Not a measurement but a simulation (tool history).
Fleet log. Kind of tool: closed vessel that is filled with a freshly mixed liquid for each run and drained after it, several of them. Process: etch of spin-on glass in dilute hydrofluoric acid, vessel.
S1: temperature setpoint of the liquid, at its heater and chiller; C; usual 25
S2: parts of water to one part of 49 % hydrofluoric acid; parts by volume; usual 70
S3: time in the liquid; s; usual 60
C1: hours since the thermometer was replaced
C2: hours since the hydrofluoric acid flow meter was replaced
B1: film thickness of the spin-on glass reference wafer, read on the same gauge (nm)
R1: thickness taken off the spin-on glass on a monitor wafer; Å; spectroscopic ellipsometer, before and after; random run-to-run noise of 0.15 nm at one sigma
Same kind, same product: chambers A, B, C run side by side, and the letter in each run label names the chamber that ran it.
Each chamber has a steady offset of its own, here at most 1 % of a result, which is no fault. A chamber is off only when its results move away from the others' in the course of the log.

run	hour	S1	S2	S3	C1	C2	B1	R1
1B	13.6	25	70	60	389.5	1194.0	59.994	207.30
2C	20.7	25	70	60	420.8	672.1	59.998	211.95
3A	29.4	25	70	60	480.7	865.9	60.015	206.73
4A	37.6	25	70	60	488.9	874.1	60.001	208.51
5B	53.4	25	70	60	429.3	1233.8	59.997	204.83
6C	66.8	25	70	60	466.9	718.2	60.013	209.19
7A	79.6	25	70	60	530.9	916.1	60.013	209.33
8C	90.5	25	70	60	490.6	741.9	59.987	210.49
9B	101.9	25	70	60	477.8	1282.3	59.976	204.77
10C	110.9	25	70	60	511.0	762.3	59.991	207.74
11B	121.7	21	70	60	497.6	1302.1	59.995	176.65
12A	131.5	21	70	60	582.8	968.0	59.984	178.15
13C	146.2	21	70	60	546.3	797.6	60.027	175.05
14B	160.4	25	70	60	536.3	1340.8	59.997	209.11
15A	175.6	25	70	60	626.9	1012.1	59.992	207.76
16C	183.7	25	70	60	583.8	835.1	60.030	209.97
17A	199.7	25	70	60	651.0	1036.2	60.001	208.51
18B	211.6	25	70	60	587.5	1392.0	60.001	203.33
19B	222.1	25	70	60	598.0	1402.5	59.999	205.84
20C	229.5	25	70	60	629.6	880.9	59.979	210.13
21A	243.5	25	70	60	694.8	1080.0	59.989	205.84
22B	254.8	25	70	60	630.7	1435.2	60.038	203.14
23C	267.3	25	70	60	667.4	918.7	59.999	207.66
24A	276.0	25	70	60	727.3	1112.5	60.014	207.54
25B	283.2	25	70	60	659.1	1463.6	59.997	200.20
26A	294.1	25	70	60	745.4	1130.6	60.013	204.96
27C	302.8	25	70	60	702.9	954.2	59.975	208.36
28C	316.7	25	70	60	716.8	968.1	59.987	207.79
29A	327.7	25	70	60	779.0	1164.2	59.974	208.43
30B	340.2	25	60	30	716.1	1520.6	60.012	118.17
31A	349.2	25	60	30	800.5	1185.7	59.982	122.76
32C	363.6	25	60	30	763.7	1015.0	59.979	121.13
33B	372.6	25	70	60	748.5	1553.0	59.998	195.05
34C	381.4	25	70	60	781.5	1032.8	59.979	204.19
35B	389.9	25	70	60	765.8	1570.3	59.991	196.82
36A	402.5	25	70	60	853.8	1239.0	60.032	210.13
37C	409.9	25	70	60	810.0	1061.3	59.961	208.08
38B	424.5	25	70	60	800.4	1604.9	59.976	194.83
39A	438.4	25	70	60	889.7	1274.9	59.997	206.63
40C	449.9	25	70	60	850.0	1101.3	60.007	206.84
41B	463.4	29	70	60	839.3	1643.8	60.003	226.14
42A	474.4	29	70	60	925.7	1310.9	60.006	240.02

One chamber off, gauge drift, or nothing amiss beyond the chambers' own small offsets? If it is a chamber, which one, and what is the likeliest cause?

Little by little, chamber B moves away from the other chambers.
Cause: liquid colder than its thermometer reads (K) = 1.68.
From this log alone, it may not be told apart from: hydrofluoric acid flow below the setpoint (%).

Chamber B could run next with any of the 4 candidate recipes listed below; each alters the usual settings, and their results appear as question marks. Which one brings its results back in line with what the other chambers deliver on the usual settings?
To be in line, a result may differ from the other chambers' mean on the usual settings by at most: R1 5.20 Å
43B-1	485.9	25	65	65				?
43B-2	485.9	25	75	60				?
43B-3	485.9	27	70	60				?
43B-4	485.9	21	70	60				?

What the other chambers average on the usual settings: R1 207.49 Å
run	R1
43B-1	227.21
43B-2	179.06
43B-3	209.46
43B-4	163.82
The right change is 43B-3: it brings the chamber back within the allowed miss of the others.

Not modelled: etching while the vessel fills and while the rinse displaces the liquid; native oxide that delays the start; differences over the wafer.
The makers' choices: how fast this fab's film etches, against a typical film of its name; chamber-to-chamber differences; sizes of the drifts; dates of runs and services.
